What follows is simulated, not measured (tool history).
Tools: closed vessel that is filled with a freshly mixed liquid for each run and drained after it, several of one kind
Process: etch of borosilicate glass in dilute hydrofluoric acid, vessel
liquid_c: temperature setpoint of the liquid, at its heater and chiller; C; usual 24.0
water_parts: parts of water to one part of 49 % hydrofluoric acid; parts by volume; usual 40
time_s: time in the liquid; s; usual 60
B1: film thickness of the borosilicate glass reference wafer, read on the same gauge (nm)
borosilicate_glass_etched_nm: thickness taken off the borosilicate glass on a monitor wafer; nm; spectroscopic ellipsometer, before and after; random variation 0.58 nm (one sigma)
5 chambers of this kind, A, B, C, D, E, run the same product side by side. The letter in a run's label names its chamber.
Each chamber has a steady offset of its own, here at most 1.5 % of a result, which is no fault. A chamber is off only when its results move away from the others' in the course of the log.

Run 1D, day 0.167: usual settings; B1 50.028. Result: borosilicate_glass_etched_nm 61.737 nm.
Run 2C, day 0.367: usual settings; B1 50.002. Result: borosilicate_glass_etched_nm 63.697 nm.
Run 3E, day 0.554: usual settings; B1 50.012. Result: borosilicate_glass_etched_nm 63.415 nm.
Run 4A, day 0.879: usual settings; B1 49.982. Result: borosilicate_glass_etched_nm 63.676 nm.
Run 5B, day 1.246: usual settings; B1 49.978. Result: borosilicate_glass_etched_nm 61.745 nm.
Run 6A, day 1.429: usual settings; B1 49.986. Result: borosilicate_glass_etched_nm 64.858 nm.
Run 7D, day 1.725: usual settings but time_s 80 s; B1 49.964. Result: borosilicate_glass_etched_nm 83.112 nm.
Run 8E, day 1.933: usual settings but time_s 80 s; B1 50.007. Result: borosilicate_glass_etched_nm 84.992 nm.
Run 9B, day 2.258: usual settings but time_s 80 s; B1 50.007. Result: borosilicate_glass_etched_nm 84.633 nm.
Run 10C, day 2.446: usual settings but time_s 80 s; B1 50.021. Result: borosilicate_glass_etched_nm 82.700 nm.
Run 11B, day 2.762: usual settings but time_s 80 s; B1 50.008. Result: borosilicate_glass_etched_nm 83.929 nm.
Run 12E, day 3.092: usual settings; B1 50.024. Result: borosilicate_glass_etched_nm 63.476 nm.
Run 13C, day 3.442: usual settings; B1 50.018. Result: borosilicate_glass_etched_nm 62.657 nm.
Run 14D, day 3.817: usual settings but water_parts 60 parts by volume, time_s 45 s; B1 49.986. Result: borosilicate_glass_etched_nm 30.538 nm.
Run 15A, day 4.100: usual settings but water_parts 60 parts by volume, time_s 45 s; B1 50.014. Result: borosilicate_glass_etched_nm 31.001 nm.
Run 16B, day 4.288: usual settings but water_parts 60 parts by volume, time_s 45 s; B1 50.000. Result: borosilicate_glass_etched_nm 30.499 nm.
Run 17E, day 4.508: usual settings but water_parts 60 parts by volume, time_s 45 s; B1 49.984. Result: borosilicate_glass_etched_nm 30.376 nm.
Run 18A, day 4.817: usual settings but water_parts 60 parts by volume, time_s 45 s; B1 49.985. Result: borosilicate_glass_etched_nm 31.102 nm.
Run 19D, day 5.067: usual settings; B1 50.002. Result: borosilicate_glass_etched_nm 62.333 nm.
Run 20C, day 5.350: usual settings; B1 49.977. Result: borosilicate_glass_etched_nm 63.703 nm.
Run 21D, day 5.588: usual settings; B1 49.989. Result: borosilicate_glass_etched_nm 62.956 nm.
Run 22B, day 5.904: usual settings; B1 49.960. Result: borosilicate_glass_etched_nm 62.503 nm.
Run 23C, day 6.133: usual settings; B1 49.994. Result: borosilicate_glass_etched_nm 62.300 nm.
Run 24A, day 6.292: usual settings but liquid_c 21.5 C, water_parts 55 parts by volume; B1 50.031. Result: borosilicate_glass_etched_nm 40.545 nm.
At day 6.450: chamber D: thermometer replaced.
Run 25E, day 6.512: usual settings but liquid_c 21.5 C, water_parts 55 parts by volume; B1 49.997. Result: borosilicate_glass_etched_nm 39.088 nm.
Run 26C, day 6.692: usual settings but liquid_c 21.5 C, water_parts 55 parts by volume; B1 49.998. Result: borosilicate_glass_etched_nm 41.187 nm.
Run 27E, day 7.042: usual settings but liquid_c 21.5 C, water_parts 55 parts by volume; B1 50.028. Result: borosilicate_glass_etched_nm 37.786 nm.
Run 28A, day 7.250: usual settings but liquid_c 21.5 C, water_parts 55 parts by volume; B1 50.017. Result: borosilicate_glass_etched_nm 40.671 nm.
Run 29D, day 7.542: usual settings; B1 49.998. Result: borosilicate_glass_etched_nm 63.153 nm.
Run 30B, day 7.883: usual settings; B1 50.010. Result: borosilicate_glass_etched_nm 62.606 nm.
Run 31A, day 8.058: usual settings; B1 50.023. Result: borosilicate_glass_etched_nm 63.286 nm.
Run 32D, day 8.354: usual settings; B1 49.987. Result: borosilicate_glass_etched_nm 63.210 nm.
Run 33B, day 8.608: usual settings; B1 50.008. Result: borosilicate_glass_etched_nm 62.950 nm.
Run 34E, day 8.883: usual settings; B1 50.004. Result: borosilicate_glass_etched_nm 57.076 nm.
Run 35C, day 9.171: usual settings; B1 49.994. Result: borosilicate_glass_etched_nm 61.885 nm.
Run 36C, day 9.517: usual settings; B1 49.971. Result: borosilicate_glass_etched_nm 62.950 nm.

Is one chamber off against the others, does the gauge drift, or is nothing wrong? If a chamber is off, say which, and what the likeliest cause is.

Chamber E drifts away from the others.
Cause: hydrofluoric acid flow below the setpoint (%) = 9.2.
The log may not tell that from: liquid colder than its thermometer reads (K).

Here are 4 candidates for chamber E's next run, each the usual settings with a change, their results left as question marks. Which one brings its results back in line with what the others give on the usual settings?
In line means no further than this from the other chambers' mean on the usual settings: borosilicate_glass_etched_nm 2.000 nm
Run 37E-1, day 9.783: usual settings but time_s 55 s. Result: borosilicate_glass_etched_nm ?.
Run 37E-2, day 9.783: usual settings but liquid_c 24.5 C, time_s 65 s. Result: borosilicate_glass_etched_nm ?.
Run 37E-3, day 9.783: usual settings but liquid_c 29.0 C. Result: borosilicate_glass_etched_nm ?.
Run 37E-4, day 9.783: usual settings but liquid_c 19.5 C. Result: borosilicate_glass_etched_nm ?.

The other chambers' mean on the usual settings: borosilicate_glass_etched_nm 62.977 nm
  run  borosilicate_glass_etched_nm
37E-1                        52.384
37E-2                        63.225
37E-3                        70.133
37E-4                        47.187
37E-2 brings the chamber back in line.

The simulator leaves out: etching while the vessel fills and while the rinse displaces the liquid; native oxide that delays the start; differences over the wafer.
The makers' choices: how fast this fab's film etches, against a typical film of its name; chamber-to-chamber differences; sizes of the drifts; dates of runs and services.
